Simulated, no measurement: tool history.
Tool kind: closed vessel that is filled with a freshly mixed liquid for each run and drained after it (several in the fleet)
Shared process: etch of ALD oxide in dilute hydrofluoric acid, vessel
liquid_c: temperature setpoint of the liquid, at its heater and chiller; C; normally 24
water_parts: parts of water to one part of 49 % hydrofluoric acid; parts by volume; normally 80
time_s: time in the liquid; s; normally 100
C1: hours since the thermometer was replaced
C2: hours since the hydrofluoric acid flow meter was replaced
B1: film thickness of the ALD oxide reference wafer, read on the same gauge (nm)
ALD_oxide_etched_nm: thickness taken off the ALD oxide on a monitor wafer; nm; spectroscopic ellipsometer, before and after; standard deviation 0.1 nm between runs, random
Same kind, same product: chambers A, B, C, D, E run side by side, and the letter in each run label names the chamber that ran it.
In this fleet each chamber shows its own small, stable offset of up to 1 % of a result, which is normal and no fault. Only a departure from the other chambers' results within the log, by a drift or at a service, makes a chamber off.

Run 1E, hour 5.6: usual settings; C1 807.5; C2 667.9; B1 70.017. Result: ALD_oxide_etched_nm 13.299 nm.
Run 2C, hour 12.9: usual settings; C1 1347.3; C2 1385.8; B1 70.014. Result: ALD_oxide_etched_nm 13.075 nm.
Run 3D, hour 21.8: usual settings; C1 2075.8; C2 376.5; B1 70.011. Result: ALD_oxide_etched_nm 12.961 nm.
Run 4B, hour 26.2: usual settings; C1 648.6; C2 154.9; B1 69.982. Result: ALD_oxide_etched_nm 13.047 nm.
Run 5A, hour 34.9: usual settings; C1 2258; C2 1617.2; B1 70.021. Result: ALD_oxide_etched_nm 13.247 nm.
Run 6D, hour 39.7: usual settings but water_parts 115 parts by volume, time_s 70 s; C1 2093.7; C2 394.4; B1 70.029. Result: ALD_oxide_etched_nm 6.1354 nm.
Run 7E, hour 44: usual settings but water_parts 115 parts by volume, time_s 70 s; C1 845.9; C2 706.3; B1 69.976. Result: ALD_oxide_etched_nm 6.2013 nm.
Run 8A, hour 53: usual settings but water_parts 115 parts by volume, time_s 70 s; C1 2276.1; C2 1635.3; B1 69.997. Result: ALD_oxide_etched_nm 6.2613 nm.
Run 9C, hour 61.4: usual settings but water_parts 115 parts by volume, time_s 70 s; C1 1395.8; C2 1434.3; B1 70.01. Result: ALD_oxide_etched_nm 5.9906 nm.
Run 10B, hour 66.5: usual settings but water_parts 115 parts by volume, time_s 70 s; C1 688.9; C2 195.2; B1 70.002. Result: ALD_oxide_etched_nm 6.0249 nm.
Run 11B, hour 73.4: usual settings; C1 695.8; C2 202.1; B1 69.984. Result: ALD_oxide_etched_nm 13.259 nm.
Run 12D, hour 81.5: usual settings; C1 2135.5; C2 436.2; B1 69.994. Result: ALD_oxide_etched_nm 13.089 nm.
Run 13C, hour 86.4: usual settings; C1 1420.8; C2 1459.3; B1 69.998. Result: ALD_oxide_etched_nm 13.255 nm.
Run 14A, hour 91.9: usual settings; C1 2315; C2 1674.2; B1 70.009. Result: ALD_oxide_etched_nm 12.939 nm.
Run 15E, hour 98.2: usual settings; C1 900.1; C2 760.5; B1 69.99. Result: ALD_oxide_etched_nm 13.077 nm.
Run 16D, hour 105.4: usual settings; C1 2159.4; C2 460.1; B1 69.992. Result: ALD_oxide_etched_nm 12.977 nm.
Run 17C, hour 113: usual settings; C1 1447.4; C2 1485.9; B1 70.008. Result: ALD_oxide_etched_nm 12.72 nm.
Run 18B, hour 121.9: usual settings; C1 744.3; C2 250.6; B1 70.011. Result: ALD_oxide_etched_nm 12.976 nm.
Run 19E, hour 127.9: usual settings; C1 929.8; C2 790.2; B1 69.985. Result: ALD_oxide_etched_nm 13.234 nm.
Run 20A, hour 132.3: usual settings but time_s 40 s; C1 2355.4; C2 1714.6; B1 70.001. Result: ALD_oxide_etched_nm 5.0847 nm.
Run 21B, hour 140.6: usual settings but time_s 40 s; C1 763; C2 269.3; B1 70.002. Result: ALD_oxide_etched_nm 5.1621 nm.
At hour 145.5: chamber D: thermometer replaced.
Run 22A, hour 150.3: usual settings but time_s 40 s; C1 2373.4; C2 1732.6; B1 69.993. Result: ALD_oxide_etched_nm 5.0722 nm.
Run 23E, hour 157.3: usual settings but time_s 40 s; C1 959.2; C2 819.6; B1 69.958. Result: ALD_oxide_etched_nm 5.212 nm.
Run 24D, hour 164.7: usual settings but time_s 40 s; C1 19.2; C2 519.4; B1 70.007. Result: ALD_oxide_etched_nm 5.2468 nm.
Run 25C, hour 174.4: usual settings but liquid_c 19.5 C, water_parts 110 parts by volume; C1 1508.8; C2 1547.3; B1 69.98. Result: ALD_oxide_etched_nm 7.6656 nm.
Run 26B, hour 183.7: usual settings but liquid_c 19.5 C, water_parts 110 parts by volume; C1 806.1; C2 312.4; B1 69.973. Result: ALD_oxide_etched_nm 7.7007 nm.
Run 27E, hour 191.3: usual settings but liquid_c 19.5 C, water_parts 110 parts by volume; C1 993.2; C2 853.6; B1 70.02. Result: ALD_oxide_etched_nm 7.5651 nm.
Run 28A, hour 197.9: usual settings but liquid_c 19.5 C, water_parts 110 parts by volume; C1 2421; C2 1780.2; B1 69.995. Result: ALD_oxide_etched_nm 7.1117 nm.
Run 29D, hour 203: usual settings but liquid_c 19.5 C, water_parts 110 parts by volume; C1 57.5; C2 557.7; B1 69.966. Result: ALD_oxide_etched_nm 7.6287 nm.
Run 30C, hour 210.9: usual settings; C1 1545.3; C2 1583.8; B1 70.003. Result: ALD_oxide_etched_nm 12.948 nm.
Run 31C, hour 217.5: usual settings; C1 1551.9; C2 1590.4; B1 70.003. Result: ALD_oxide_etched_nm 12.975 nm.
Run 32B, hour 222.5: usual settings; C1 844.9; C2 351.2; B1 69.993. Result: ALD_oxide_etched_nm 13.087 nm.

Read the log: is a single chamber off, either drifting away or since a service, is the gauge that measures every chamber drifting, or is nothing wrong beyond small per-chamber offsets? Name any odd chamber and what most likely caused it.

Chamber A drifts away from the others.
What lies behind it: hydrofluoric acid flow below the setpoint (%) = 7.71.
The log may not separate it from: liquid colder than its thermometer reads (K).

Below are 4 candidate recipes for chamber A's next run, each the usual settings with a change, their results shown as question marks. Which of them brings A's results back in line with what the other chambers give on the usual settings?
In line here means within this much of the mean the other chambers give on the usual settings: ALD_oxide_etched_nm 0.36 nm
Run 33A-1, hour 229.5: usual settings but water_parts 85 parts by volume. Result: ALD_oxide_etched_nm ?.
Run 33A-2, hour 229.5: usual settings but liquid_c 23.5 C. Result: ALD_oxide_etched_nm ?.
Run 33A-3, hour 229.5: usual settings but liquid_c 24.5 C. Result: ALD_oxide_etched_nm ?.
Run 33A-4, hour 229.5: usual settings but liquid_c 26 C. Result: ALD_oxide_etched_nm ?.

The other chambers' mean on the usual settings: ALD_oxide_etched_nm 13.065 nm
  run  ALD_oxide_etched_nm
33A-1                11.38
33A-2               11.926
33A-3               12.424
33A-4               13.195
33A-4 is the one that brings the chamber's results back in line with the other chambers.

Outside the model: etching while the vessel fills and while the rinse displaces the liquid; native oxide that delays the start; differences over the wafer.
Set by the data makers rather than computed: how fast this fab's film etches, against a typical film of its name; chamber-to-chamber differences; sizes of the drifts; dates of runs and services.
